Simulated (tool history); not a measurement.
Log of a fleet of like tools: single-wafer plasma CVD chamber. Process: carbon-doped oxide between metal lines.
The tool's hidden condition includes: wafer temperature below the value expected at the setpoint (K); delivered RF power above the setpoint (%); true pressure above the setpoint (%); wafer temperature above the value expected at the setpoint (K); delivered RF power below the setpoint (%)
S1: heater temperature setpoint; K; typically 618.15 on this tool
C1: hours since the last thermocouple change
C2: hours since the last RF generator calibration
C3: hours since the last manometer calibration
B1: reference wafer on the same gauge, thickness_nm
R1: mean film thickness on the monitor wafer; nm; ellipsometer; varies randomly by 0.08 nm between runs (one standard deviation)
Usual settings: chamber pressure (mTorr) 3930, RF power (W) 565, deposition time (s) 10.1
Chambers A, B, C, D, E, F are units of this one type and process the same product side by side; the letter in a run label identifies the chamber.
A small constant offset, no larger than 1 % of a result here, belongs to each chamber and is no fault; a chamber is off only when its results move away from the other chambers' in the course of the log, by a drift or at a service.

Run 1E, hour 7.9: usual settings; C1 517.0; C2 781.6; C3 493.0; B1 52.197. Result: R1 55.221 nm.
Run 2F, hour 14.8: usual settings; C1 496.8; C2 726.9; C3 2279.9; B1 52.181. Result: R1 55.596 nm.
Run 3D, hour 21.9: usual settings; C1 922.8; C2 872.4; C3 941.2; B1 52.172. Result: R1 55.672 nm.
Run 4B, hour 26.6: usual settings; C1 1104.4; C2 1743.9; C3 2397.2; B1 52.168. Result: R1 55.666 nm.
Run 5C, hour 36.3: usual settings; C1 767.0; C2 1623.6; C3 1131.1; B1 52.157. Result: R1 55.514 nm.
Run 6A, hour 44.9: usual settings; C1 1355.2; C2 553.5; C3 455.4; B1 52.157. Result: R1 56.031 nm.
Run 7C, hour 51.4: usual settings; C1 782.1; C2 1638.7; C3 1146.2; B1 52.154. Result: R1 55.566 nm.
Run 8D, hour 56.1: usual settings; C1 957.0; C2 906.6; C3 975.4; B1 52.139. Result: R1 55.826 nm.
Run 9A, hour 63.8: usual settings; C1 1374.1; C2 572.4; C3 474.3; B1 52.117. Result: R1 56.021 nm.
Run 10E, hour 73.0: usual settings; C1 582.1; C2 846.7; C3 558.1; B1 52.129. Result: R1 55.012 nm.
At hour 77.0: chamber B: RF generator calibrated.
Run 11B, hour 78.0: usual settings; C1 1155.8; C2 1.1; C3 2448.6; B1 52.098. Result: R1 55.864 nm.
Run 12F, hour 87.2: usual settings; C1 569.2; C2 799.3; C3 2352.3; B1 52.114. Result: R1 55.554 nm.
Run 13A, hour 92.0: usual settings; C1 1402.3; C2 600.6; C3 502.5; B1 52.108. Result: R1 56.069 nm.
Run 14B, hour 96.5: usual settings; C1 1174.3; C2 19.6; C3 2467.1; B1 52.111. Result: R1 55.808 nm.
Run 15F, hour 103.2: usual settings; C1 585.2; C2 815.3; C3 2368.3; B1 52.092. Result: R1 55.539 nm.
Run 16E, hour 108.2: usual settings; C1 617.3; C2 881.9; C3 593.3; B1 52.079. Result: R1 54.977 nm.
Run 17D, hour 116.1: usual settings; C1 1017.0; C2 966.6; C3 1035.4; B1 52.080. Result: R1 55.743 nm.
Run 18C, hour 121.4: usual settings; C1 852.1; C2 1708.7; C3 1216.2; B1 52.077. Result: R1 55.348 nm.
Run 19E, hour 126.7: usual settings; C1 635.8; C2 900.4; C3 611.8; B1 52.036. Result: R1 54.979 nm.
Run 20F, hour 133.9: usual settings; C1 615.9; C2 846.0; C3 2399.0; B1 52.046. Result: R1 55.357 nm.
At hour 140.5: chamber E: RF generator calibrated.
Run 21D, hour 142.1: usual settings but S1 612.15 K; C1 1043.0; C2 992.6; C3 1061.4; B1 52.035. Result: R1 56.648 nm.
Run 22C, hour 149.9: usual settings but S1 612.15 K; C1 880.6; C2 1737.2; C3 1244.7; B1 52.034. Result: R1 56.608 nm.
At hour 150.4: chamber F: RF generator calibrated.
Run 23A, hour 154.2: usual settings but S1 612.15 K; C1 1464.5; C2 662.8; C3 564.7; B1 52.026. Result: R1 56.966 nm.
Run 24B, hour 161.1: usual settings but S1 612.15 K; C1 1238.9; C2 84.2; C3 2531.7; B1 51.988. Result: R1 56.599 nm.
At hour 161.3: chamber F: capacitance manometer re-zeroed and calibrated.
Run 25B, hour 167.1: usual settings but S1 612.15 K; C1 1244.9; C2 90.2; C3 2537.7; B1 52.026. Result: R1 56.612 nm.
Run 26E, hour 173.8: usual settings but S1 612.15 K; C1 682.9; C2 33.3; C3 658.9; B1 51.982. Result: R1 56.029 nm.
Run 27C, hour 178.3: usual settings; C1 909.0; C2 1765.6; C3 1273.1; B1 51.999. Result: R1 55.491 nm.
Run 28D, hour 187.2: usual settings but chamber pressure (mTorr) 3150, deposition time (s) 10.8; C1 1088.1; C2 1037.7; C3 1106.5; B1 51.983. Result: R1 57.962 nm.
Run 29A, hour 193.5: usual settings but chamber pressure (mTorr) 3150, deposition time (s) 10.8; C1 1503.8; C2 702.1; C3 604.0; B1 51.970. Result: R1 58.173 nm.
Run 30F, hour 203.0: usual settings but chamber pressure (mTorr) 3150, deposition time (s) 10.8; C1 685.0; C2 52.6; C3 41.8; B1 51.950. Result: R1 57.701 nm.
Run 31A, hour 208.4: usual settings but chamber pressure (mTorr) 3150, deposition time (s) 10.8; C1 1518.7; C2 717.0; C3 618.9; B1 51.969. Result: R1 58.356 nm.
Run 32B, hour 214.7: usual settings but chamber pressure (mTorr) 3150, deposition time (s) 10.8; C1 1292.5; C2 137.8; C3 2585.3; B1 51.973. Result: R1 57.917 nm.
Run 33F, hour 223.5: usual settings but chamber pressure (mTorr) 3150, deposition time (s) 10.8; C1 705.5; C2 73.1; C3 62.3; B1 51.940. Result: R1 57.611 nm.
Run 34C, hour 229.4: usual settings; C1 960.1; C2 1816.7; C3 1324.2; B1 51.934. Result: R1 55.400 nm.
Run 35D, hour 235.3: usual settings; C1 1136.2; C2 1085.8; C3 1154.6; B1 51.941. Result: R1 55.453 nm.
Run 36E, hour 241.4: usual settings but chamber pressure (mTorr) 4620; C1 750.5; C2 100.9; C3 726.5; B1 51.944. Result: R1 56.010 nm.
Run 37C, hour 250.3: usual settings but chamber pressure (mTorr) 4620; C1 981.0; C2 1837.6; C3 1345.1; B1 51.912. Result: R1 56.435 nm.
Run 38D, hour 254.6: usual settings but chamber pressure (mTorr) 4620; C1 1155.5; C2 1105.1; C3 1173.9; B1 51.894. Result: R1 56.520 nm.
Run 39A, hour 259.2: usual settings but chamber pressure (mTorr) 4620; C1 1569.5; C2 767.8; C3 669.7; B1 51.917. Result: R1 56.984 nm.

All 6 chambers run these settings next. Forecast each chamber's results:
Run 40A, hour 266.2: usual settings. Result: R1 ?.
Run 40B, hour 266.2: usual settings. Result: R1 ?.
Run 40C, hour 266.2: usual settings. Result: R1 ?.
Run 40D, hour 266.2: usual settings. Result: R1 ?.
Run 40E, hour 266.2: usual settings. Result: R1 ?.
Run 40F, hour 266.2: usual settings. Result: R1 ?.

run      R1
40A  55.680
40B  55.322
40C  55.254
40D  55.519
40E  54.855
40F  55.319
